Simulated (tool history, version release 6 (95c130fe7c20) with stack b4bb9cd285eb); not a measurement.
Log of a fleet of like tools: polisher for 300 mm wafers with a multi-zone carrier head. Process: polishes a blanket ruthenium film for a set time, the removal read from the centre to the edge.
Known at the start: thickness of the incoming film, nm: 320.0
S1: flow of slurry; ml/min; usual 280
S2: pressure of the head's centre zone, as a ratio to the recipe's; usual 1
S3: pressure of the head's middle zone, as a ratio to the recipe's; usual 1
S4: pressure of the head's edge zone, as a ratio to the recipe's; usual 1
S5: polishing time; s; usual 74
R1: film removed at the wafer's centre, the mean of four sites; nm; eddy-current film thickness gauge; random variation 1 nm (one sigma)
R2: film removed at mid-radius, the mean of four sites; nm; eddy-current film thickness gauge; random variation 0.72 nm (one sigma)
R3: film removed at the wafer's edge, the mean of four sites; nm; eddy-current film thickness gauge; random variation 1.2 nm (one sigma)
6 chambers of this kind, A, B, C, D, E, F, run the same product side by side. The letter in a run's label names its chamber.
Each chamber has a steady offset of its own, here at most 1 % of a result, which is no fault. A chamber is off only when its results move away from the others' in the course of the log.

At hour 7.4: chamber E: worn pad replaced by a new one.
Run 1C, hour 7.7: usual settings. Result: R1 82.297 nm, R2 84.039 nm, R3 82.126 nm.
Run 2D, hour 16.4: usual settings. Result: R1 84.339 nm, R2 84.002 nm, R3 82.838 nm.
At hour 19.5: chamber C: slurry nozzle cleaned.
At hour 22.6: chamber A: edge zone pressure recalibrated.
Run 3E, hour 28.2: usual settings. Result: R1 83.525 nm, R2 83.772 nm, R3 84.661 nm.
At hour 29.4: chamber B: slurry nozzle cleaned.
At hour 32: chamber C: worn pad replaced by a new one.
At hour 34.9: chamber B: centre zone pressure recalibrated.
At hour 36.6: chamber F: worn pad replaced by a new one.
At hour 37.4: chamber C: centre zone pressure recalibrated.
Run 4F, hour 39: usual settings. Result: R1 82.544 nm, R2 84.026 nm, R3 85.399 nm.
Run 5A, hour 49.5: usual settings. Result: R1 84.1 nm, R2 85.421 nm, R3 84.214 nm.
At hour 52.3: chamber B: worn pad replaced by a new one.
Run 6B, hour 57.1: usual settings. Result: R1 82.418 nm, R2 83.777 nm, R3 81.905 nm.
Run 7C, hour 66.8: usual settings. Result: R1 84.259 nm, R2 83.714 nm, R3 83.519 nm.
At hour 76.8: chamber F: edge zone pressure recalibrated.
Run 8E, hour 77.9: usual settings but S5 57 s. Result: R1 64.225 nm, R2 63.957 nm, R3 64.188 nm.
Run 9A, hour 89.4: usual settings but S5 57 s. Result: R1 64.896 nm, R2 64.239 nm, R3 65.322 nm.
Run 10D, hour 94.6: usual settings but S5 57 s. Result: R1 63.745 nm, R2 63.563 nm, R3 64.598 nm.
Run 11B, hour 103.2: usual settings but S5 57 s. Result: R1 64.696 nm, R2 65.576 nm, R3 62.142 nm.
At hour 104.6: chamber E: edge zone pressure recalibrated.
Run 12F, hour 111.1: usual settings but S5 57 s. Result: R1 64.256 nm, R2 64.348 nm, R3 67.284 nm.
Run 13A, hour 119.5: usual settings but S5 57 s. Result: R1 64.086 nm, R2 64.894 nm, R3 64.978 nm.
At hour 119.9: chamber D: worn pad replaced by a new one.
At hour 124: chamber D: centre zone pressure recalibrated.
Run 14B, hour 125.8: usual settings. Result: R1 83.452 nm, R2 83.202 nm, R3 83.718 nm.
At hour 130.7: chamber C: worn pad replaced by a new one.
Run 15E, hour 132: usual settings. Result: R1 83.686 nm, R2 83.909 nm, R3 84.477 nm.
Run 16D, hour 137.8: usual settings. Result: R1 84.618 nm, R2 83.018 nm, R3 83.843 nm.
At hour 141: chamber A: worn pad replaced by a new one.
Run 17F, hour 143.3: usual settings but S2 0.96. Result: R1 81.723 nm, R2 84.092 nm, R3 84.321 nm.
Run 18C, hour 150.3: usual settings but S2 0.96. Result: R1 79.149 nm, R2 84.64 nm, R3 82.884 nm.
Run 19F, hour 161.6: usual settings but S2 0.96. Result: R1 79.682 nm, R2 84.356 nm, R3 83.68 nm.
Run 20E, hour 172: usual settings but S2 0.96. Result: R1 79.777 nm, R2 84.091 nm, R3 84.358 nm.
Run 21A, hour 180.7: usual settings but S2 0.96. Result: R1 80.291 nm, R2 84.711 nm, R3 84.871 nm.
Run 22B, hour 191.7: usual settings but S2 0.96. Result: R1 80.21 nm, R2 84.529 nm, R3 83.801 nm.
At hour 195: chamber F: worn pad replaced by a new one.
At hour 196: chamber F: centre zone pressure recalibrated.
Run 23D, hour 203.3: usual settings. Result: R1 82.518 nm, R2 82.925 nm, R3 83.252 nm.
At hour 206.3: chamber E: worn pad replaced by a new one.
At hour 212.5: chamber C: slurry nozzle cleaned.
Run 24C, hour 212.7: usual settings. Result: R1 83.555 nm, R2 82.96 nm, R3 82.249 nm.
Run 25F, hour 222: usual settings. Result: R1 90.083 nm, R2 84.435 nm, R3 82.288 nm.
At hour 223: chamber B: slurry nozzle cleaned.
At hour 226.4: chamber C: worn pad replaced by a new one.
Run 26B, hour 232.5: usual settings but S2 1.09, S5 98 s. Result: R1 123.86 nm, R2 112.07 nm, R3 109.48 nm.
At hour 233.9: chamber D: worn pad replaced by a new one.
Run 27A, hour 238: usual settings but S2 1.09, S5 98 s. Result: R1 125.47 nm, R2 111.58 nm, R3 112.57 nm.
Run 28D, hour 243.3: usual settings but S2 1.09, S5 98 s. Result: R1 123.05 nm, R2 111.21 nm, R3 107.79 nm.
Run 29C, hour 252.5: usual settings but S2 1.09, S5 98 s. Result: R1 120.95 nm, R2 113.1 nm, R3 111.11 nm.
Run 30E, hour 260.3: usual settings but S2 1.09, S5 98 s. Result: R1 120.25 nm, R2 112.26 nm, R3 113.23 nm.
At hour 263.4: chamber D: edge zone pressure recalibrated.
Run 31C, hour 266.3: usual settings but S2 1.09, S5 98 s. Result: R1 123.14 nm, R2 111.03 nm, R3 111.22 nm.
At hour 273.8: chamber B: worn pad replaced by a new one.
Run 32E, hour 277: usual settings but S5 88 s. Result: R1 96.315 nm, R2 99.969 nm, R3 99.261 nm.
At hour 280.2: chamber B: edge zone pressure recalibrated.
Run 33B, hour 286.1: usual settings but S5 88 s. Result: R1 99.723 nm, R2 100.07 nm, R3 98.073 nm.
Run 34F, hour 291.8: usual settings but S5 88 s. Result: R1 109.32 nm, R2 99.509 nm, R3 99.527 nm.
Run 35D, hour 302.3: usual settings but S5 88 s. Result: R1 101.4 nm, R2 101.12 nm, R3 100.64 nm.
Run 36A, hour 311.5: usual settings but S5 88 s. Result: R1 99.645 nm, R2 99.909 nm, R3 98.097 nm.
Run 37D, hour 317.5: usual settings but S5 88 s. Result: R1 100.56 nm, R2 100.42 nm, R3 99.223 nm.

All 6 chambers run these settings next. Forecast each chamber's results:
Run 38A, hour 325.9: usual settings. Result: R1 ?, R2 ?, R3 ?.
Run 38B, hour 325.9: usual settings. Result: R1 ?, R2 ?, R3 ?.
Run 38C, hour 325.9: usual settings. Result: R1 ?, R2 ?, R3 ?.
Run 38D, hour 325.9: usual settings. Result: R1 ?, R2 ?, R3 ?.
Run 38E, hour 325.9: usual settings. Result: R1 ?, R2 ?, R3 ?.
Run 38F, hour 325.9: usual settings. Result: R1 ?, R2 ?, R3 ?.

run      R1      R2      R3
38A  85.031  85.013   83.27
38B  83.355   84.03  85.219
38C  83.609  83.774  80.443
38D  84.751  83.161  83.774
38E  82.049  84.378  82.263
38F  92.234  83.065  84.695

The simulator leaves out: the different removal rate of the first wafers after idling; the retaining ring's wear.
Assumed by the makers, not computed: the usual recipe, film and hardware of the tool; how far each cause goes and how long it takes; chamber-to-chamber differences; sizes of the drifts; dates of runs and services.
